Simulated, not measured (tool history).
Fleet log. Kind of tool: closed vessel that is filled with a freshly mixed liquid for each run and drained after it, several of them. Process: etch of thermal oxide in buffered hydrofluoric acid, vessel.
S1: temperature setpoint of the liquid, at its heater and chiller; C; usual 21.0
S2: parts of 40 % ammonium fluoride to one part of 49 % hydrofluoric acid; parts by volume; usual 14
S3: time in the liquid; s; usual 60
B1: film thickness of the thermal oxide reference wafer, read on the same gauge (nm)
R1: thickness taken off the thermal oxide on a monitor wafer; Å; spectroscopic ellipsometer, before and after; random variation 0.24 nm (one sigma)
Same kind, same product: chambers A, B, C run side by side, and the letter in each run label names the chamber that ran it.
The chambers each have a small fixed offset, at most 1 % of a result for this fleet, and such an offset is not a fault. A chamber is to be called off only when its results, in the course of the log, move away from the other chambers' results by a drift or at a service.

Run 1A, hour 7.2: usual settings; B1 90.012. Result: R1 436.45 Å.
Run 2C, hour 19.2: usual settings; B1 90.010. Result: R1 439.45 Å.
Run 3B, hour 29.0: usual settings; B1 89.987. Result: R1 432.54 Å.
Run 4B, hour 39.5: usual settings; B1 90.006. Result: R1 429.37 Å.
Run 5C, hour 50.6: usual settings; B1 89.987. Result: R1 436.33 Å.
Run 6A, hour 60.3: usual settings; B1 90.009. Result: R1 432.44 Å.
Run 7B, hour 68.9: usual settings; B1 89.994. Result: R1 432.80 Å.
At hour 78.0: chamber B: thermometer replaced.
Run 8A, hour 79.5: usual settings; B1 90.009. Result: R1 434.52 Å.
Run 9C, hour 91.0: usual settings; B1 90.000. Result: R1 440.23 Å.
Run 10C, hour 101.6: usual settings; B1 90.001. Result: R1 435.73 Å.
Run 11B, hour 112.9: usual settings; B1 89.991. Result: R1 434.36 Å.
Run 12A, hour 122.9: usual settings; B1 90.039. Result: R1 437.60 Å.
Run 13C, hour 135.9: usual settings; B1 90.008. Result: R1 437.23 Å.
Run 14B, hour 148.3: usual settings; B1 89.996. Result: R1 429.54 Å.
Run 15A, hour 159.5: usual settings; B1 89.981. Result: R1 440.97 Å.
Run 16C, hour 171.4: usual settings; B1 90.006. Result: R1 438.06 Å.
Run 17A, hour 182.2: usual settings; B1 89.973. Result: R1 441.93 Å.
Run 18B, hour 190.0: usual settings; B1 89.999. Result: R1 427.01 Å.
Run 19A, hour 200.3: usual settings; B1 90.000. Result: R1 442.56 Å.
Run 20C, hour 207.7: usual settings; B1 90.003. Result: R1 438.82 Å.
Run 21B, hour 214.1: usual settings but S1 25.5 C, S2 18 parts by volume; B1 89.980. Result: R1 433.23 Å.
Run 22C, hour 220.8: usual settings but S1 25.5 C, S2 18 parts by volume; B1 89.995. Result: R1 439.76 Å.
Run 23B, hour 231.3: usual settings but S1 25.5 C, S2 18 parts by volume; B1 89.999. Result: R1 432.22 Å.
Run 24A, hour 242.8: usual settings; B1 89.988. Result: R1 450.90 Å.
Run 25B, hour 250.1: usual settings; B1 90.002. Result: R1 427.94 Å.
Run 26C, hour 260.1: usual settings; B1 90.004. Result: R1 436.82 Å.
Run 27A, hour 272.9: usual settings; B1 90.001. Result: R1 451.68 Å.
Run 28B, hour 284.0: usual settings; B1 89.992. Result: R1 426.59 Å.
Run 29A, hour 293.8: usual settings but S1 17.5 C, S2 16 parts by volume; B1 90.003. Result: R1 332.40 Å.
Run 30C, hour 302.1: usual settings but S1 17.5 C, S2 16 parts by volume; B1 90.007. Result: R1 314.75 Å.
At hour 310.4: chamber B: hydrofluoric acid flow meter replaced.
Run 31B, hour 313.1: usual settings but S1 17.5 C, S2 16 parts by volume; B1 89.973. Result: R1 310.32 Å.
Run 32A, hour 322.9: usual settings; B1 89.997. Result: R1 459.44 Å.

The same settings go to every chamber for the next run, one line per chamber below. Forecast the results for each:
Run 33A, hour 332.8: usual settings but S2 9 parts by volume. Result: R1 ?.
Run 33B, hour 332.8: usual settings but S2 9 parts by volume. Result: R1 ?.
Run 33C, hour 332.8: usual settings but S2 9 parts by volume. Result: R1 ?.

run      R1
33A  693.50
33B  638.06
33C  656.53
